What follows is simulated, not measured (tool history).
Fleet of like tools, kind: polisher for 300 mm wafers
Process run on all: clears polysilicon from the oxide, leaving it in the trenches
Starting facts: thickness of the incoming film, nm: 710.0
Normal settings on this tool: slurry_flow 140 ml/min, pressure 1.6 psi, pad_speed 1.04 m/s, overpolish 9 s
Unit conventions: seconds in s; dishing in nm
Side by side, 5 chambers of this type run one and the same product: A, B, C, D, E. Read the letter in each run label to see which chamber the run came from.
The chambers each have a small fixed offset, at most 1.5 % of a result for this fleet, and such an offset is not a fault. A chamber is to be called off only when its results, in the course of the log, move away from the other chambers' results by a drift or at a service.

run     day  slurry_flow  pressure  pad_speed  overpolish  seconds  dishing
 1E   0.471          140       1.6       1.04           9   71.991   35.422
 2D   0.796          140       1.6       1.04           9   71.305   35.565
 3A   1.196          140       1.6       1.04           9   72.686   34.815
      1.242  -- chamber A: worn pad replaced by a new one
 4B   1.712          140       1.6       1.04           9   71.036    36.04
      1.996  -- chamber B: worn pad replaced by a new one
 5C   2.017          140       1.6       1.04           9   71.941   35.223
      2.104  -- chamber D: worn pad replaced by a new one
      2.462  -- chamber C: worn pad replaced by a new one
 6C   2.525          140       1.6       1.04           9   71.334   34.741
 7A    3.15          140       1.6       1.04           9   71.275   35.522
      3.696  -- chamber E: worn pad replaced by a new one
 8B   3.754          140       1.6       1.04           9   69.837   35.596
 9E   4.125          140       1.6       1.04           9   71.702   35.025
10D   4.746          140       1.6       1.04           9   73.358   35.425
11D   5.329          140       1.6       1.04           9   71.762   34.568
12C   5.767          140       1.6       1.04           9   71.917    35.28
      5.825  -- chamber E: slurry nozzle cleaned
      5.908  -- chamber B: slurry nozzle cleaned
13A   6.042          140       1.6       1.04           9   72.263   34.686
14B   6.575          140       1.6        1.3          11   57.544   37.706
      6.604  -- chamber C: worn pad replaced by a new one
15E   7.158          140       1.6        1.3          11   57.141   39.182
16E   7.462          140       1.6        1.3          11   58.045   38.884
      7.692  -- chamber C: slurry nozzle cleaned
17A   7.779          140       1.6        1.3          11   57.207   38.239
18D     8.4          140       1.6        1.3          11   57.555   38.489
      8.533  -- chamber B: worn pad replaced by a new one
      8.604  -- chamber A: worn pad replaced by a new one
19C   8.788          140       1.6       1.04           9   71.573   35.253
20B   9.083          140       1.6       1.04           9   69.813    35.98
21E   9.425          140         1       1.04           9   114.89   29.169
22B   9.858          140         1       1.04           9   112.14   29.943
23D  10.196          140         1       1.04           9    117.7   30.298
     10.421  -- chamber C: worn pad replaced by a new one
24A  10.588          140         1       1.04           9   117.13   30.078
25C  11.008          140         1       1.04           9   112.72   29.291
     11.562  -- chamber E: head pressure recalibrated
26A  11.588          140       1.6       1.04           9   71.205   35.419
     11.596  -- chamber D: worn pad replaced by a new one
27C  11.933          140       1.6       1.04           9   69.595    36.35
     12.217  -- chamber D: slurry nozzle cleaned
28B  12.533          140       1.6       1.04           9    72.32    35.55
29D  13.158          140       1.6       1.04           9   70.995   35.812
30E  13.725          140       1.6       1.04           9   71.812   35.673
     13.908  -- chamber E: worn pad replaced by a new one
     14.317  -- chamber C: worn pad replaced by a new one
31D  14.342          140       1.6       1.04           9    72.64   35.807
32B  14.625          140       1.6       1.04           9   71.791   35.326
33E   15.05          140       1.6        1.3          13   57.624   39.493
     15.275  -- chamber B: worn pad replaced by a new one
34C  15.446          140       1.6        1.3          13   56.244   38.361
35A  15.817          140       1.6        1.3          13   57.497   38.105
36E  16.425          140       1.6        1.3          13   58.724   40.087
     16.433  -- chamber A: worn pad replaced by a new one
     16.533  -- chamber C: slurry nozzle cleaned
37B  16.933          140       1.6        1.3          13   58.036   38.483
38D  17.288          140       1.6       1.04           9   71.239    35.56
     17.342  -- chamber A: slurry nozzle cleaned
39A  17.892          140       1.6       1.04           9    73.08     35.5
40C   18.35          140       1.6       1.04           9   71.659   35.114
41A  18.942          140       1.6       1.04           9   72.595   35.302

Is one chamber off against the others, does the gauge drift, or is nothing wrong? If a chamber is off, say which, and what the likeliest cause is.

Neither any chamber nor the gauge drifts; the chambers differ only by their own small, steady offsets.

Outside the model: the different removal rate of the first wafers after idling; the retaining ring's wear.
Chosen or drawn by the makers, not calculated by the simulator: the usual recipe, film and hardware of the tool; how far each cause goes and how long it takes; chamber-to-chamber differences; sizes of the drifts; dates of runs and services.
